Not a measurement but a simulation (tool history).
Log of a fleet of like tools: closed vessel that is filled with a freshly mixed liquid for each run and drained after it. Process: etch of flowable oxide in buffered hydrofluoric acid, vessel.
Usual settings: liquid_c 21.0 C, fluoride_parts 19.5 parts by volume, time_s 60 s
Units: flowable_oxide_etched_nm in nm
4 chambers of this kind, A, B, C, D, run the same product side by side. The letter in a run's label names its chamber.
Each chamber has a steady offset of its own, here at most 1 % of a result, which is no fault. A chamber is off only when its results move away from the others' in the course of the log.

run   hour  liquid_c  fluoride_parts  time_s  read-back film thickness of the flowable oxide reference wafer, read on the same gauge (nm)  flowable_oxide_etched_nm
 1B    8.1      21.0            19.5      60                                                                                       30.022                    85.554
 2D   12.8      21.0            19.5      60                                                                                       29.985                    85.229
 3A   18.4      21.0            19.5      60                                                                                       30.008                    85.199
 4C   26.2      21.0            19.5      60                                                                                       29.964                    84.295
 5A   31.6      21.0            19.5      60                                                                                       30.016                    85.401
 6C   35.8      21.0            19.5      60                                                                                       29.970                    84.502
      36.9  -- chamber B: thermometer replaced
 7B   39.5      21.0            19.5      60                                                                                       30.018                    85.005
 8D   46.7      21.0            19.5      60                                                                                       29.986                    84.129
 9C   50.4      21.0            19.5      60                                                                                       30.000                    85.346
10D   58.0      21.0            19.5      60                                                                                       29.992                    84.391
11B   61.7      21.0            19.5      60                                                                                       30.014                    83.937
12A   67.3      17.5            19.5      40                                                                                       30.016                    46.479
13B   74.9      17.5            19.5      40                                                                                       29.979                    46.476
14A   81.7      17.5            19.5      40                                                                                       29.989                    46.798
15D   87.1      17.5            19.5      40                                                                                       29.964                    45.825
16C   92.8      21.0            19.5      30                                                                                       29.968                    41.559
17C  100.8      21.0            19.5      30                                                                                       30.014                    42.040
18B  104.6      21.0            19.5      30                                                                                       29.974                    42.380
19D  110.4      21.0            19.5      30                                                                                       30.015                    41.058
20A  114.4      21.0            19.5      60                                                                                       29.995                    85.666
21B  121.7      21.0            19.5      60                                                                                       30.040                    83.817
22C  127.0      21.0            19.5      60                                                                                       29.980                    84.607
23A  134.9      21.0            19.5      60                                                                                       29.985                    83.953
24D  138.7      21.0            19.5      60                                                                                       29.997                    80.227
25A  145.1      21.0            19.5      60                                                                                       29.979                    85.622
26D  150.7      21.0            19.5      60                                                                                       30.022                    81.510
27B  155.4      21.0            19.5      60                                                                                       29.976                    83.678
28C  163.5      21.0            19.5      60                                                                                       29.996                    84.773
29C  167.8      21.0            19.5      60                                                                                       30.031                    85.049
30D  173.3      21.0            19.5      60                                                                                       30.015                    80.600

Next, every chamber runs the same settings. What will each give?
31A  179.1      21.0            23.5      60                                                                                                                      ?
31B  179.1      21.0            23.5      60                                                                                                                      ?
31C  179.1      21.0            23.5      60                                                                                                                      ?
31D  179.1      21.0            23.5      60                                                                                                                      ?

run  flowable_oxide_etched_nm
31A                    74.539
31B                    74.248
31C                    74.316
31D                    69.589
